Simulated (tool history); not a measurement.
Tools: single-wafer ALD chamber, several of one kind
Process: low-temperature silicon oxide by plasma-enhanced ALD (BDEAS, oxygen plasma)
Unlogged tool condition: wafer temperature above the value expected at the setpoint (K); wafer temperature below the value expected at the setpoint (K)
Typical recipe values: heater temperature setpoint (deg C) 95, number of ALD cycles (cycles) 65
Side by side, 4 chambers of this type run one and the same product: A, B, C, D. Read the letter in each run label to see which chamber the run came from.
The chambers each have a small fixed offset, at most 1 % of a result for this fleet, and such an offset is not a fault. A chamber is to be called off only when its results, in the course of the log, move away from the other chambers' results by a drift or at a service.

run,hour,heater temperature setpoint (deg C),number of ALD cycles (cycles),hours since the last thermocouple change,"read-back reference wafer on the same gauge, thickness_nm",mean film thickness on the monitor wafer (angstrom)
1D,8.1,95,65,664.9,11.221,94.370
2A,14.1,95,65,290.9,11.222,95.253
3B,21.3,95,65,267.6,11.231,94.579
4C,33.7,95,65,2510.6,11.230,94.746
5D,44.6,95,65,701.4,11.230,94.638
6A,58.6,95,65,335.4,11.232,95.279
7C,68.7,95,65,2545.6,11.238,94.638
# hour 74.3: chamber C: thermocouple changed; heater temperature recalibrated
8B,79.0,95,65,325.3,11.234,94.626
9C,88.4,90,58,14.2,11.236,85.885
10A,101.4,90,58,378.2,11.246,86.651
11D,111.5,90,58,768.3,11.251,85.905
12B,117.7,90,58,364.0,11.246,86.195
13D,126.4,95,65,783.2,11.249,94.591
14C,140.3,95,65,66.1,11.256,94.649
15B,147.6,95,65,393.9,11.249,94.704
16A,160.6,95,65,437.4,11.261,95.521
17B,166.9,95,65,413.2,11.261,95.217
18C,175.9,89,76,101.7,11.259,113.160
19A,184.9,89,76,461.7,11.261,114.060
20D,196.1,89,76,852.9,11.263,113.350
21B,204.0,89,76,450.3,11.261,113.320
22C,210.1,95,65,135.9,11.269,94.774
23D,219.1,102,65,875.9,11.271,93.073
24A,228.1,102,65,504.9,11.270,93.851
25D,240.1,102,65,896.9,11.275,93.165
26B,250.1,102,65,496.4,11.280,92.995
27C,261.7,95,65,187.5,11.282,95.170
28A,270.8,95,65,547.6,11.281,95.740
29B,276.9,90,65,523.2,11.282,96.642
30D,283.5,90,65,940.3,11.285,96.649
31A,290.9,90,65,567.7,11.287,97.493
32C,305.0,90,65,230.8,11.288,97.127

All chambers now run identical settings, listed one chamber a line with results as question marks. What results will each chamber show?
33A,315.1,95,65,,,?
33B,315.1,95,65,,,?
33C,315.1,95,65,,,?
33D,315.1,95,65,,,?

run,mean film thickness on the monitor wafer (angstrom)
33A,96.040
33B,95.027
33C,95.239
33D,95.320
